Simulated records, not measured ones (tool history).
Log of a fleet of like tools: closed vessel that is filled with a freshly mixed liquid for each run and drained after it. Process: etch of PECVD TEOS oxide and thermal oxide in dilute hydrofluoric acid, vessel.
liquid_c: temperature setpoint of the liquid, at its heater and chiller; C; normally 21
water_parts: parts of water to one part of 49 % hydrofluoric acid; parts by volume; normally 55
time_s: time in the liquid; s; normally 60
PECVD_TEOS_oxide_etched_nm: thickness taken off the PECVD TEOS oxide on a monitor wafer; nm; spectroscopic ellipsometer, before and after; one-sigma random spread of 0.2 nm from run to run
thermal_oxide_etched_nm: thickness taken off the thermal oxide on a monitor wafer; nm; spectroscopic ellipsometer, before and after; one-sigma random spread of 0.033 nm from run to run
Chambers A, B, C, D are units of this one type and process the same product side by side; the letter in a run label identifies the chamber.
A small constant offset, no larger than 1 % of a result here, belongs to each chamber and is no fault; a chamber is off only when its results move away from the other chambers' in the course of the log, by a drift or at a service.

run,hour,liquid_c,water_parts,time_s,hours since the thermometer was replaced,hours since the hydrofluoric acid flow meter was replaced,"read-back film thickness of the PECVD TEOS oxide reference wafer, read on the same gauge (nm)","read-back film thickness of the thermal oxide reference wafer, read on the same gauge (nm)",PECVD_TEOS_oxide_etched_nm,thermal_oxide_etched_nm
1C,8.7,21,55,60,232.8,1897.3,40.011,49.994,28.722,4.6552
2D,17.7,21,55,60,683,195.3,40.015,49.952,28.727,4.5941
3A,26.8,21,55,60,675.5,73.3,39.996,50.004,28.739,4.6213
4B,34.5,21,55,60,1389.4,503.1,40.06,50.019,29.174,4.7014
5D,40.7,21,55,60,706,218.3,40.008,50.012,28.908,4.6466
6C,51.5,21,55,60,275.6,1940.1,40.007,50.002,29.121,4.653
7B,57.6,18.5,55,70,1412.5,526.2,40.025,49.979,30.409,4.8884
8A,67.2,18.5,55,70,715.9,113.7,39.987,50.002,29.934,4.8438
9D,76.6,18.5,55,70,741.9,254.2,40.004,50.012,30.843,4.8545
10C,88,18.5,55,70,312.1,1976.6,40.036,49.986,30.497,4.9037
11B,95.8,21,55,60,1450.7,564.4,40.02,49.984,28.952,4.6229
12A,102.6,21,55,60,751.3,149.1,40,50.018,28.649,4.6896
13D,115,21,55,60,780.3,292.6,40.002,50.021,29.061,4.5711
14C,126.8,21,55,60,350.9,2015.4,39.998,49.976,28.658,4.6462
15A,135.8,21,55,60,784.5,182.3,40.02,49.999,28.523,4.6995
16B,147.9,21,85,30,1502.8,616.5,39.987,50.027,9.0107,1.478
17A,157.9,21,85,30,806.6,204.4,40.014,50.015,9.0208,1.4721
18D,164.3,21,85,30,829.6,341.9,40.028,50.046,9.0788,1.4624
19B,175.9,21,85,30,1530.8,644.5,40.016,50.001,8.9397,1.4523
20C,185.4,21,55,60,409.5,2074,40.007,49.993,28.975,4.6529
21C,193.5,21,55,60,417.6,2082.1,39.988,49.971,28.558,4.6822
22B,206.2,17.5,55,90,1561.1,674.8,40.002,50.012,37.287,6.0727
23D,215.8,17.5,55,90,881.1,393.4,39.991,49.969,37.593,6.0665
24A,225.2,17.5,55,90,873.9,271.7,39.992,50.027,37.063,6.0953
25A,231.5,17.5,55,90,880.2,278,39.953,49.978,36.9,5.9952
26B,238,21,55,60,1592.9,706.6,40.003,50.004,28.891,4.7501
27D,247.3,21,55,60,912.6,424.9,39.992,49.988,29.172,4.6512
28C,258.7,21,55,60,482.8,2147.3,40.013,50.017,28.616,4.742

Each of the 4 chambers runs these same settings next. Fill in every chamber's results:
29A,267.9,21,65,60,,,,,?,?
29B,267.9,21,65,60,,,,,?,?
29C,267.9,21,65,60,,,,,?,?
29D,267.9,21,65,60,,,,,?,?

run,PECVD_TEOS_oxide_etched_nm,thermal_oxide_etched_nm
29A,24.089,3.9749
29B,23.881,3.9275
29C,23.957,3.9074
29D,24.081,3.8812

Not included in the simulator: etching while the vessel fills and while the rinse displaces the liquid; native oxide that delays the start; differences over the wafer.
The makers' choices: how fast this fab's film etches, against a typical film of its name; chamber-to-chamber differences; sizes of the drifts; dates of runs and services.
